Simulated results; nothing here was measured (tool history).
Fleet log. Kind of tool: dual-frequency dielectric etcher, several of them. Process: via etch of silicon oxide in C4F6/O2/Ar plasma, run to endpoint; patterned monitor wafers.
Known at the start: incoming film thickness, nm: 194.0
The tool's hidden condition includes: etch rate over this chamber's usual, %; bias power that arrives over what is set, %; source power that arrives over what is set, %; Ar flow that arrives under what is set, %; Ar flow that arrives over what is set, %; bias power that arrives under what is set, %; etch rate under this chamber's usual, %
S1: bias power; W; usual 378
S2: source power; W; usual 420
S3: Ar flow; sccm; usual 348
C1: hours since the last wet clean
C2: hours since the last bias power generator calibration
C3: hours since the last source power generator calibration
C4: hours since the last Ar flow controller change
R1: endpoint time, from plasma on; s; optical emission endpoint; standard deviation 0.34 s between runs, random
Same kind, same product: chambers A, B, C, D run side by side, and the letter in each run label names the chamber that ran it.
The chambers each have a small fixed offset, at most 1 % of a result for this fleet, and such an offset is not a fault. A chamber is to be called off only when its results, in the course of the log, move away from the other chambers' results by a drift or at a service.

run 1A day=0.525 | S1=378 S2=420 S3=348 | C1=170.5 C2=3925.6 C3=703 C4=1326.8 | R1=47.02
run 2D day=1.033 | S1=378 S2=420 S3=348 | C1=200.2 C2=1962.6 C3=1164.5 C4=4090 | R1=47.456
run 3C day=1.388 | S1=378 S2=420 S3=348 | C1=162.9 C2=2931 C3=1609.1 C4=3674.4 | R1=46.816
run 4B day=1.85 | S1=378 S2=420 S3=348 | C1=72.7 C2=1215.5 C3=2592.9 C4=2191 | R1=47.084
run 5B day=2.262 | S1=378 S2=420 S3=348 | C1=82.6 C2=1225.4 C3=2602.8 C4=2200.9 | R1=47.422
run 6D day=2.758 | S1=378 S2=420 S3=348 | C1=241.6 C2=2004 C3=1205.9 C4=4131.4 | R1=47.348
run 7C day=3.379 | S1=378 S2=420 S3=318 | C1=210.7 C2=2978.8 C3=1656.9 C4=3722.2 | R1=46.804
run 8A day=3.679 | S1=378 S2=420 S3=318 | C1=246.2 C2=4001.3 C3=778.7 C4=1402.5 | R1=46.691
run 9D day=3.95 | S1=378 S2=420 S3=318 | C1=270.2 C2=2032.6 C3=1234.5 C4=4160 | R1=46.233
run 10A day=4.325 | S1=378 S2=420 S3=318 | C1=261.7 C2=4016.8 C3=794.2 C4=1418 | R1=46.85
-- day=4.396 chamber B: Ar flow controller replaced
run 11B day=4.829 | S1=378 S2=420 S3=348 | C1=144.2 C2=1287 C3=2664.4 C4=10.4 | R1=47.473
-- day=5.262 chamber C: source power generator calibrated
run 12C day=5.429 | S1=408 S2=420 S3=415 | C1=259.9 C2=3028 C3=4 C4=3771.4 | R1=46.254
run 13A day=5.825 | S1=408 S2=420 S3=415 | C1=297.7 C2=4052.8 C3=830.2 C4=1454 | R1=46.945
run 14C day=6.308 | S1=408 S2=420 S3=415 | C1=281 C2=3049.1 C3=25.1 C4=3792.5 | R1=46.838
run 15B day=6.717 | S1=408 S2=420 S3=415 | C1=189.5 C2=1332.3 C3=2709.7 C4=55.7 | R1=46.667
run 16D day=7.246 | S1=378 S2=350 S3=273 | C1=349.3 C2=2111.7 C3=1313.6 C4=4239.1 | R1=49.269
run 17C day=7.754 | S1=378 S2=350 S3=273 | C1=315.7 C2=3083.8 C3=59.8 C4=3827.2 | R1=48.663
-- day=7.808 chamber D: wet clean of the chamber
run 18D day=8.267 | S1=378 S2=350 S3=273 | C1=11.1 C2=2136.2 C3=1338.1 C4=4263.6 | R1=49.365
run 19A day=8.629 | S1=378 S2=350 S3=273 | C1=365 C2=4120.1 C3=897.5 C4=1521.3 | R1=48.561
run 20B day=9.221 | S1=378 S2=420 S3=348 | C1=249.6 C2=1392.4 C3=2769.8 C4=115.8 | R1=47.144
run 21B day=9.704 | S1=378 S2=420 S3=348 | C1=261.2 C2=1404 C3=2781.4 C4=127.4 | R1=47.415
run 22C day=10.038 | S1=378 S2=420 S3=348 | C1=370.5 C2=3138.6 C3=114.6 C4=3882 | R1=47.559
-- day=10.317 chamber C: wet clean of the chamber
run 23A day=10.654 | S1=378 S2=420 S3=348 | C1=413.6 C2=4168.7 C3=946.1 C4=1569.9 | R1=47.67
run 24D day=11.183 | S1=378 S2=420 S3=348 | C1=81.1 C2=2206.2 C3=1408.1 C4=4333.6 | R1=47.109
run 25B day=11.775 | S1=378 S2=420 S3=348 | C1=310.9 C2=1453.7 C3=2831.1 C4=177.1 | R1=46.314
run 26D day=12.104 | S1=378 S2=420 S3=348 | C1=103.2 C2=2228.3 C3=1430.2 C4=4355.7 | R1=46.913
run 27A day=12.717 | S1=378 S2=420 S3=348 | C1=463.1 C2=4218.2 C3=995.6 C4=1619.4 | R1=47.623
run 28C day=13.017 | S1=313 S2=510 S3=348 | C1=64.9 C2=3210.1 C3=186.1 C4=3953.5 | R1=46.751
run 29C day=13.408 | S1=313 S2=510 S3=348 | C1=74.3 C2=3219.5 C3=195.5 C4=3962.9 | R1=47.288
run 30A day=13.779 | S1=313 S2=510 S3=348 | C1=488.6 C2=4243.7 C3=1021.1 C4=1644.9 | R1=46.762
run 31D day=14.133 | S1=313 S2=510 S3=348 | C1=151.9 C2=2277 C3=1478.9 C4=4404.4 | R1=46.594
run 32B day=14.617 | S1=378 S2=420 S3=348 | C1=379.1 C2=1521.9 C3=2899.3 C4=245.3 | R1=47.386
run 33C day=14.912 | S1=378 S2=420 S3=348 | C1=110.4 C2=3255.6 C3=231.6 C4=3999 | R1=46.356
run 34B day=15.267 | S1=325 S2=420 S3=348 | C1=394.7 C2=1537.5 C3=2914.9 C4=260.9 | R1=50.316
run 35D day=15.704 | S1=325 S2=420 S3=348 | C1=189.6 C2=2314.7 C3=1516.6 C4=4442.1 | R1=49.846
run 36A day=16.096 | S1=325 S2=420 S3=348 | C1=544.2 C2=4299.3 C3=1076.7 C4=1700.5 | R1=50.076
-- day=16.308 chamber B: source power generator calibrated
run 37B day=16.521 | S1=325 S2=420 S3=348 | C1=424.8 C2=1567.6 C3=5.1 C4=291 | R1=50.122
run 38C day=16.825 | S1=378 S2=420 S3=348 | C1=156.3 C2=3301.5 C3=277.5 C4=4044.9 | R1=47.089
run 39A day=17.288 | S1=378 S2=420 S3=348 | C1=572.8 C2=4327.9 C3=1105.3 C4=1729.1 | R1=47.455

Next, every chamber runs the same settings. What will each give?
run 40A day=17.733 | S1=329 S2=420 S3=348 | R1=?
run 40B day=17.733 | S1=329 S2=420 S3=348 | R1=?
run 40C day=17.733 | S1=329 S2=420 S3=348 | R1=?
run 40D day=17.733 | S1=329 S2=420 S3=348 | R1=?

run=40A R1=50.284
run=40B R1=49.546
run=40C R1=49.434
run=40D R1=49.569

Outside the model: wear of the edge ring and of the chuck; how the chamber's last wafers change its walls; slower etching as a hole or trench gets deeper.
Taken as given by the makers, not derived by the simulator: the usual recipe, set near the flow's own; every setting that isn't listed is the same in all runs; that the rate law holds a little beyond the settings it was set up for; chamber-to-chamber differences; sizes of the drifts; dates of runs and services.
